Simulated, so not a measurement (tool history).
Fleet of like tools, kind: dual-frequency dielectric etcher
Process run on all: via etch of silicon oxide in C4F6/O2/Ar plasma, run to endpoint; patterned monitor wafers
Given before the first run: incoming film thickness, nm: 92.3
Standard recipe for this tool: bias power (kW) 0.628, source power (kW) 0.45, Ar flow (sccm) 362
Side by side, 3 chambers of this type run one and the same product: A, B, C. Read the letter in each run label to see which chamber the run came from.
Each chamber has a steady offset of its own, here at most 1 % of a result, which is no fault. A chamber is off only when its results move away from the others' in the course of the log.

Run 1C, hour 6.5: usual settings. Result: endpoint time (s) 18.072.
Run 2B, hour 10.3: usual settings. Result: endpoint time (s) 18.247.
Run 3A, hour 14.5: usual settings. Result: endpoint time (s) 18.106.
Run 4C, hour 20: usual settings. Result: endpoint time (s) 18.181.
Run 5B, hour 25.9: usual settings but Ar flow (sccm) 334. Result: endpoint time (s) 18.007.
Run 6A, hour 31.4: usual settings but Ar flow (sccm) 334. Result: endpoint time (s) 17.946.
Run 7C, hour 35.7: usual settings but Ar flow (sccm) 334. Result: endpoint time (s) 17.967.
Run 8B, hour 41.1: usual settings. Result: endpoint time (s) 18.237.
Run 9A, hour 45.6: usual settings. Result: endpoint time (s) 18.153.
Run 10C, hour 49.8: usual settings. Result: endpoint time (s) 18.151.
Run 11A, hour 52.6: usual settings. Result: endpoint time (s) 18.105.
Run 12B, hour 56.1: usual settings. Result: endpoint time (s) 18.283.
At hour 61.1: chamber C: bias power generator calibrated.
Run 13B, hour 61.6: usual settings but Ar flow (sccm) 392. Result: endpoint time (s) 18.397.
Run 14A, hour 66.6: usual settings but Ar flow (sccm) 392. Result: endpoint time (s) 18.378.
Run 15C, hour 70.9: usual settings but Ar flow (sccm) 392. Result: endpoint time (s) 18.348.
At hour 72.8: chamber A: wet clean of the chamber.
Run 16B, hour 76.7: usual settings but bias power (kW) 0.766, source power (kW) 0.38. Result: endpoint time (s) 18.023.
Run 17C, hour 81.5: usual settings but bias power (kW) 0.766, source power (kW) 0.38. Result: endpoint time (s) 17.885.
Run 18A, hour 87.9: usual settings but bias power (kW) 0.766, source power (kW) 0.38. Result: endpoint time (s) 17.474.
Run 19C, hour 93.4: usual settings. Result: endpoint time (s) 18.11.
Run 20B, hour 99.5: usual settings. Result: endpoint time (s) 18.178.
Run 21A, hour 103.2: usual settings. Result: endpoint time (s) 17.679.
Run 22C, hour 108.2: usual settings. Result: endpoint time (s) 18.249.
Run 23A, hour 112: usual settings. Result: endpoint time (s) 17.658.
Run 24B, hour 115.4: usual settings. Result: endpoint time (s) 18.192.
Run 25B, hour 119.7: usual settings. Result: endpoint time (s) 18.275.
Run 26A, hour 125: usual settings. Result: endpoint time (s) 17.79.

All 3 chambers run these settings next. Forecast each chamber's results:
Run 27A, hour 129.7: usual settings but source power (kW) 0.36. Result: endpoint time (s) ?.
Run 27B, hour 129.7: usual settings but source power (kW) 0.36. Result: endpoint time (s) ?.
Run 27C, hour 129.7: usual settings but source power (kW) 0.36. Result: endpoint time (s) ?.

run  endpoint time (s)
27A             19.266
27B              19.83
27C             19.755
